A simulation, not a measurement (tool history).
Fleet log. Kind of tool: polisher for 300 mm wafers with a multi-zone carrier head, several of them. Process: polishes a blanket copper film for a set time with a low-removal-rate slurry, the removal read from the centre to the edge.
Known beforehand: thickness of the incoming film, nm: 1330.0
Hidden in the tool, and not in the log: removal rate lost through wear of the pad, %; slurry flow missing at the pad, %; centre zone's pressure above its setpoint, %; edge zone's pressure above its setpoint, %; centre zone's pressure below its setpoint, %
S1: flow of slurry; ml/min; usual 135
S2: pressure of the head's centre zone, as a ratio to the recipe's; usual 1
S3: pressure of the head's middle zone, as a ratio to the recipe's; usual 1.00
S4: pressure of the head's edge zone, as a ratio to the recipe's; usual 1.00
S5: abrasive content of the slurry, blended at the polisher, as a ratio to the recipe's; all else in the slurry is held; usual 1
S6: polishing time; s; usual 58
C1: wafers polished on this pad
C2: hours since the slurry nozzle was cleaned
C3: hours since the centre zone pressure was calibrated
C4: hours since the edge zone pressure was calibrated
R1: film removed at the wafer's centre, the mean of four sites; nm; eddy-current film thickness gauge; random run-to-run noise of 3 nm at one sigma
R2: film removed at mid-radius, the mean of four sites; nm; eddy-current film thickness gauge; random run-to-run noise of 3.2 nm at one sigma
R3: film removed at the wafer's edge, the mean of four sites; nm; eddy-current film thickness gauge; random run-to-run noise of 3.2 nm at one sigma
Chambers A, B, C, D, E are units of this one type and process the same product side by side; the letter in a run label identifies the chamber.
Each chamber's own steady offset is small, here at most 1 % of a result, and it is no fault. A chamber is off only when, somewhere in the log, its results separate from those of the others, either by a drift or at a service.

{"hour": 2.7, "done": "chamber D: worn pad replaced by a new one"}
{"run": "1A", "hour": 10.2, "S1": 135, "S2": 1, "S3": 1.0, "S4": 1.0, "S5": 1, "S6": 58, "C1": 737, "C2": 74.2, "C3": 45.2, "C4": 821.3, "R1": 239.35, "R2": 247.51, "R3": 248.41}
{"hour": 18.4, "done": "chamber C: slurry nozzle cleaned"}
{"hour": 20.1, "done": "chamber B: worn pad replaced by a new one"}
{"run": "2B", "hour": 20.3, "S1": 135, "S2": 1, "S3": 1.0, "S4": 1.0, "S5": 1, "S6": 58, "C1": 3, "C2": 101.9, "C3": 299.6, "C4": 468.6, "R1": 241.21, "R2": 242.69, "R3": 242.19}
{"hour": 21.2, "done": "chamber E: slurry nozzle cleaned"}
{"hour": 28.1, "done": "chamber D: slurry nozzle cleaned"}
{"run": "3D", "hour": 36.3, "S1": 135, "S2": 1, "S3": 1.0, "S4": 1.0, "S5": 1, "S6": 58, "C1": 374, "C2": 8.2, "C3": 410.0, "C4": 553.2, "R1": 248.8, "R2": 244.49, "R3": 243.05}
{"hour": 43.5, "done": "chamber A: worn pad replaced by a new one"}
{"run": "4E", "hour": 45.4, "S1": 135, "S2": 1, "S3": 1.0, "S4": 1.0, "S5": 1, "S6": 58, "C1": 905, "C2": 24.3, "C3": 747.8, "C4": 265.0, "R1": 239.18, "R2": 237.97, "R3": 241.6}
{"hour": 47.6, "done": "chamber B: centre zone pressure recalibrated"}
{"hour": 48.4, "done": "chamber C: worn pad replaced by a new one"}
{"run": "5C", "hour": 53.5, "S1": 135, "S2": 1, "S3": 1.0, "S4": 1.0, "S5": 1, "S6": 58, "C1": 57, "C2": 35.2, "C3": 679.5, "C4": 881.2, "R1": 238.8, "R2": 243.29, "R3": 239.9}
{"run": "6C", "hour": 64.0, "S1": 135, "S2": 1, "S3": 1.0, "S4": 1.0, "S5": 1, "S6": 58, "C1": 174, "C2": 45.7, "C3": 690.0, "C4": 891.7, "R1": 246.31, "R2": 241.18, "R3": 248.71}
{"run": "7E", "hour": 71.5, "S1": 135, "S2": 1, "S3": 1.0, "S4": 1.0, "S5": 1, "S6": 58, "C1": 1196, "C2": 50.4, "C3": 773.9, "C4": 291.1, "R1": 246.42, "R2": 240.38, "R3": 236.96}
{"hour": 74.2, "done": "chamber E: worn pad replaced by a new one"}
{"hour": 77.3, "done": "chamber D: centre zone pressure recalibrated"}
{"run": "8D", "hour": 82.4, "S1": 135, "S2": 1, "S3": 1.09, "S4": 1.0, "S5": 1, "S6": 58, "C1": 888, "C2": 54.3, "C3": 5.2, "C4": 599.3, "R1": 242.83, "R2": 263.03, "R3": 246.8}
{"hour": 84.8, "done": "chamber D: worn pad replaced by a new one"}
{"run": "9A", "hour": 94.6, "S1": 135, "S2": 1, "S3": 1.09, "S4": 1.0, "S5": 1, "S6": 58, "C1": 570, "C2": 158.6, "C3": 129.6, "C4": 905.7, "R1": 244.86, "R2": 263.93, "R3": 243.15}
{"hour": 95.1, "done": "chamber B: edge zone pressure recalibrated"}
{"hour": 100.2, "done": "chamber B: worn pad replaced by a new one"}
{"run": "10B", "hour": 104.8, "S1": 135, "S2": 1, "S3": 1.09, "S4": 1.0, "S5": 1, "S6": 58, "C1": 52, "C2": 186.4, "C3": 57.2, "C4": 9.8, "R1": 237.15, "R2": 261.29, "R3": 240.96}
{"run": "11C", "hour": 115.1, "S1": 135, "S2": 1, "S3": 1.09, "S4": 1.0, "S5": 1, "S6": 58, "C1": 743, "C2": 96.8, "C3": 741.1, "C4": 942.8, "R1": 238.61, "R2": 264.73, "R3": 246.91}
{"run": "12E", "hour": 123.5, "S1": 135, "S2": 1, "S3": 1.09, "S4": 1.0, "S5": 1, "S6": 58, "C1": 549, "C2": 102.4, "C3": 825.9, "C4": 343.1, "R1": 241.22, "R2": 260.75, "R3": 240.46}
{"run": "13D", "hour": 130.5, "S1": 135, "S2": 1, "S3": 1.0, "S4": 1.0, "S5": 1, "S6": 58, "C1": 509, "C2": 102.4, "C3": 53.3, "C4": 647.4, "R1": 242.79, "R2": 241.95, "R3": 245.94}
{"run": "14B", "hour": 138.3, "S1": 135, "S2": 1, "S3": 1.0, "S4": 1.0, "S5": 1, "S6": 58, "C1": 425, "C2": 219.9, "C3": 90.7, "C4": 43.3, "R1": 240.18, "R2": 245.99, "R3": 242.72}
{"hour": 141.5, "done": "chamber C: worn pad replaced by a new one"}
{"run": "15A", "hour": 146.6, "S1": 150, "S2": 1, "S3": 1.0, "S4": 1.0, "S5": 1, "S6": 58, "C1": 1149, "C2": 210.6, "C3": 181.6, "C4": 957.7, "R1": 248.01, "R2": 256.49, "R3": 250.91}
{"run": "16B", "hour": 157.0, "S1": 150, "S2": 1, "S3": 1.0, "S4": 1.0, "S5": 1, "S6": 58, "C1": 633, "C2": 238.6, "C3": 109.4, "C4": 62.0, "R1": 245.54, "R2": 247.34, "R3": 241.55}
{"hour": 161.4, "done": "chamber A: worn pad replaced by a new one"}
{"run": "17D", "hour": 165.1, "S1": 150, "S2": 1, "S3": 1.0, "S4": 1.0, "S5": 1, "S6": 58, "C1": 895, "C2": 137.0, "C3": 87.9, "C4": 682.0, "R1": 252.75, "R2": 246.25, "R3": 246.8}
{"hour": 170.6, "done": "chamber D: worn pad replaced by a new one"}
{"run": "18E", "hour": 172.2, "S1": 150, "S2": 1, "S3": 1.0, "S4": 1.0, "S5": 1, "S6": 58, "C1": 1092, "C2": 151.1, "C3": 874.6, "C4": 391.8, "R1": 249.99, "R2": 249.55, "R3": 240.3}
{"hour": 175.8, "done": "chamber E: worn pad replaced by a new one"}
{"run": "19C", "hour": 181.3, "S1": 150, "S2": 1, "S3": 1.0, "S4": 1.0, "S5": 1, "S6": 58, "C1": 443, "C2": 163.0, "C3": 807.3, "C4": 1009.0, "R1": 248.25, "R2": 253.56, "R3": 252.53}
{"hour": 187.1, "done": "chamber B: worn pad replaced by a new one"}
{"run": "20A", "hour": 188.8, "S1": 135, "S2": 1, "S3": 1.0, "S4": 1.0, "S5": 1, "S6": 58, "C1": 305, "C2": 252.8, "C3": 223.8, "C4": 999.9, "R1": 244.5, "R2": 249.65, "R3": 248.58}
{"run": "21E", "hour": 199.2, "S1": 135, "S2": 1, "S3": 1.0, "S4": 1.0, "S5": 1, "S6": 43, "C1": 260, "C2": 178.1, "C3": 901.6, "C4": 418.8, "R1": 176.83, "R2": 175.66, "R3": 180.41}
{"run": "22D", "hour": 209.1, "S1": 135, "S2": 1, "S3": 1.0, "S4": 1.0, "S5": 1, "S6": 43, "C1": 429, "C2": 181.0, "C3": 131.9, "C4": 726.0, "R1": 182.46, "R2": 185.23, "R3": 181.39}
{"run": "23A", "hour": 216.3, "S1": 135, "S2": 1, "S3": 1.0, "S4": 1.0, "S5": 1, "S6": 43, "C1": 612, "C2": 280.3, "C3": 251.3, "C4": 1027.4, "R1": 179.28, "R2": 185.25, "R3": 181.9}
{"hour": 224.3, "done": "chamber C: worn pad replaced by a new one"}
{"hour": 225.2, "done": "chamber A: edge zone pressure recalibrated"}
{"run": "24B", "hour": 229.2, "S1": 135, "S2": 1, "S3": 1.0, "S4": 1.0, "S5": 1, "S6": 43, "C1": 469, "C2": 310.8, "C3": 181.6, "C4": 134.2, "R1": 178.44, "R2": 180.35, "R3": 180.21}
{"run": "25C", "hour": 239.3, "S1": 135, "S2": 1, "S3": 1.0, "S4": 1.0, "S5": 1, "S6": 43, "C1": 167, "C2": 221.0, "C3": 865.3, "C4": 1067.0, "R1": 173.48, "R2": 185.52, "R3": 177.8}
{"hour": 246.7, "done": "chamber C: slurry nozzle cleaned"}
{"run": "26B", "hour": 247.6, "S1": 135, "S2": 1, "S3": 1.0, "S4": 1.0, "S5": 1, "S6": 58, "C1": 674, "C2": 329.2, "C3": 200.0, "C4": 152.6, "R1": 244.22, "R2": 243.59, "R3": 238.88}
{"hour": 249.8, "done": "chamber D: worn pad replaced by a new one"}
{"hour": 255.7, "done": "chamber A: slurry nozzle cleaned"}
{"hour": 258.9, "done": "chamber D: slurry nozzle cleaned"}
{"hour": 262.1, "done": "chamber B: worn pad replaced by a new one"}
{"run": "27D", "hour": 263.3, "S1": 135, "S2": 1, "S3": 1.0, "S4": 1.0, "S5": 1, "S6": 58, "C1": 150, "C2": 4.4, "C3": 186.1, "C4": 780.2, "R1": 242.35, "R2": 248.11, "R3": 244.25}
{"run": "28A", "hour": 271.5, "S1": 95, "S2": 1, "S3": 1.0, "S4": 0.89, "S5": 1, "S6": 58, "C1": 1227, "C2": 15.9, "C3": 306.5, "C4": 46.3, "R1": 214.63, "R2": 229.14, "R3": 220.31}
{"hour": 279.5, "done": "chamber A: worn pad replaced by a new one"}
{"hour": 281.1, "done": "chamber E: worn pad replaced by a new one"}
{"run": "29C", "hour": 285.1, "S1": 95, "S2": 1, "S3": 1.0, "S4": 0.89, "S5": 1, "S6": 58, "C1": 677, "C2": 38.4, "C3": 911.1, "C4": 1112.8, "R1": 212.08, "R2": 228.78, "R3": 218.26}
{"hour": 291.2, "done": "chamber E: slurry nozzle cleaned"}
{"hour": 296.0, "done": "chamber C: worn pad replaced by a new one"}
{"run": "30E", "hour": 300.7, "S1": 95, "S2": 1, "S3": 1.0, "S4": 0.89, "S5": 1, "S6": 58, "C1": 218, "C2": 9.5, "C3": 1003.1, "C4": 520.3, "R1": 220.08, "R2": 221.66, "R3": 216.6}
{"run": "31E", "hour": 311.3, "S1": 95, "S2": 1, "S3": 1.0, "S4": 0.89, "S5": 1, "S6": 58, "C1": 337, "C2": 20.1, "C3": 1013.7, "C4": 530.9, "R1": 215.26, "R2": 222.7, "R3": 211.1}
{"run": "32A", "hour": 325.1, "S1": 95, "S2": 1, "S3": 1.0, "S4": 0.89, "S5": 1, "S6": 58, "C1": 508, "C2": 69.5, "C3": 360.1, "C4": 99.9, "R1": 214.86, "R2": 225.19, "R3": 213.01}
{"run": "33B", "hour": 332.7, "S1": 135, "S2": 1, "S3": 1.0, "S4": 1.0, "S5": 1, "S6": 40, "C1": 787, "C2": 414.3, "C3": 285.1, "C4": 237.7, "R1": 164.74, "R2": 166.66, "R3": 168.13}
{"hour": 335.3, "done": "chamber A: centre zone pressure recalibrated"}
{"hour": 338.5, "done": "chamber D: worn pad replaced by a new one"}
{"run": "34D", "hour": 342.2, "S1": 135, "S2": 1, "S3": 1.0, "S4": 1.0, "S5": 1, "S6": 40, "C1": 41, "C2": 83.3, "C3": 265.0, "C4": 859.1, "R1": 172.25, "R2": 164.35, "R3": 167.97}
{"hour": 346.3, "done": "chamber B: worn pad replaced by a new one"}
{"run": "35C", "hour": 351.6, "S1": 135, "S2": 1, "S3": 1.0, "S4": 1.0, "S5": 1, "S6": 40, "C1": 620, "C2": 104.9, "C3": 977.6, "C4": 1179.3, "R1": 152.91, "R2": 168.37, "R3": 169.04}
{"run": "36A", "hour": 363.7, "S1": 135, "S2": 1, "S3": 1.0, "S4": 1.0, "S5": 1, "S6": 40, "C1": 938, "C2": 108.1, "C3": 28.4, "C4": 138.5, "R1": 164.41, "R2": 169.63, "R3": 168.82}
{"hour": 365.4, "done": "chamber E: worn pad replaced by a new one"}
{"hour": 373.5, "done": "chamber B: centre zone pressure recalibrated"}
{"run": "37D", "hour": 377.7, "S1": 135, "S2": 1, "S3": 1.0, "S4": 1.0, "S5": 1, "S6": 40, "C1": 437, "C2": 118.8, "C3": 300.5, "C4": 894.6, "R1": 169.91, "R2": 169.56, "R3": 170.64}
{"hour": 385.9, "done": "chamber C: worn pad replaced by a new one"}
{"run": "38E", "hour": 385.9, "S1": 135, "S2": 1, "S3": 1.0, "S4": 1.0, "S5": 1, "S6": 58, "C1": 228, "C2": 94.7, "C3": 1088.3, "C4": 605.5, "R1": 246.79, "R2": 244.82, "R3": 242.29}
{"run": "39C", "hour": 397.7, "S1": 135, "S2": 1, "S3": 1.0, "S4": 1.0, "S5": 1, "S6": 58, "C1": 131, "C2": 151.0, "C3": 1023.7, "C4": 1225.4, "R1": 223.43, "R2": 240.85, "R3": 240.87}
{"run": "40B", "hour": 405.6, "S1": 135, "S2": 1, "S3": 1.0, "S4": 1.0, "S5": 1, "S6": 58, "C1": 660, "C2": 487.2, "C3": 32.1, "C4": 310.6, "R1": 239.87, "R2": 244.05, "R3": 246.38}
{"run": "41E", "hour": 418.0, "S1": 135, "S2": 1, "S3": 1.0, "S4": 1.0, "S5": 1, "S6": 58, "C1": 586, "C2": 126.8, "C3": 1120.4, "C4": 637.6, "R1": 245.37, "R2": 239.54, "R3": 236.86}

Is one chamber out of step, is the gauge drifting, or do the chambers differ by no more than their own small offsets? For an off chamber, give its letter and the likeliest cause.

One chamber, C, drifts off from the rest bit by bit.
Cause: centre zone's pressure below its setpoint, % = 8.77.

Below are 4 candidate recipes for chamber C's next run, each the usual settings with a change, their results shown as question marks. Which of them brings C's results back in line with what the other chambers give on the usual settings?
A result is in line if it is within this distance of the other chambers' mean on the usual settings: R1 10.00 nm; R2 11.00 nm; R3 11.00 nm
{"run": "42C-1", "hour": 429.5, "S1": 135, "S2": 1.02, "S3": 1.0, "S4": 0.99, "S5": 1, "S6": 58, "R1": "?", "R2": "?", "R3": "?"}
{"run": "42C-2", "hour": 429.5, "S1": 135, "S2": 0.98, "S3": 1.0, "S4": 1.01, "S5": 1, "S6": 58, "R1": "?", "R2": "?", "R3": "?"}
{"run": "42C-3", "hour": 429.5, "S1": 140, "S2": 1.08, "S3": 0.99, "S4": 0.97, "S5": 1, "S6": 58, "R1": "?", "R2": "?", "R3": "?"}
{"run": "42C-4", "hour": 429.5, "S1": 130, "S2": 0.92, "S3": 1.01, "S4": 1.03, "S5": 1, "S6": 58, "R1": "?", "R2": "?", "R3": "?"}

What the other chambers average on the usual settings: R1 242.17 nm; R2 242.96 nm; R3 243.27 nm
run=42C-1 R1=224.51 R2=244.38 R3=244.74
run=42C-2 R1=214.94 R2=244.43 R3=247.33
run=42C-3 R1=240.91 R2=243.88 R3=243.49
run=42C-4 R1=198.75 R2=244.77 R3=248.45
The answer is 42C-3, which returns the chamber to within the allowed miss of the others.
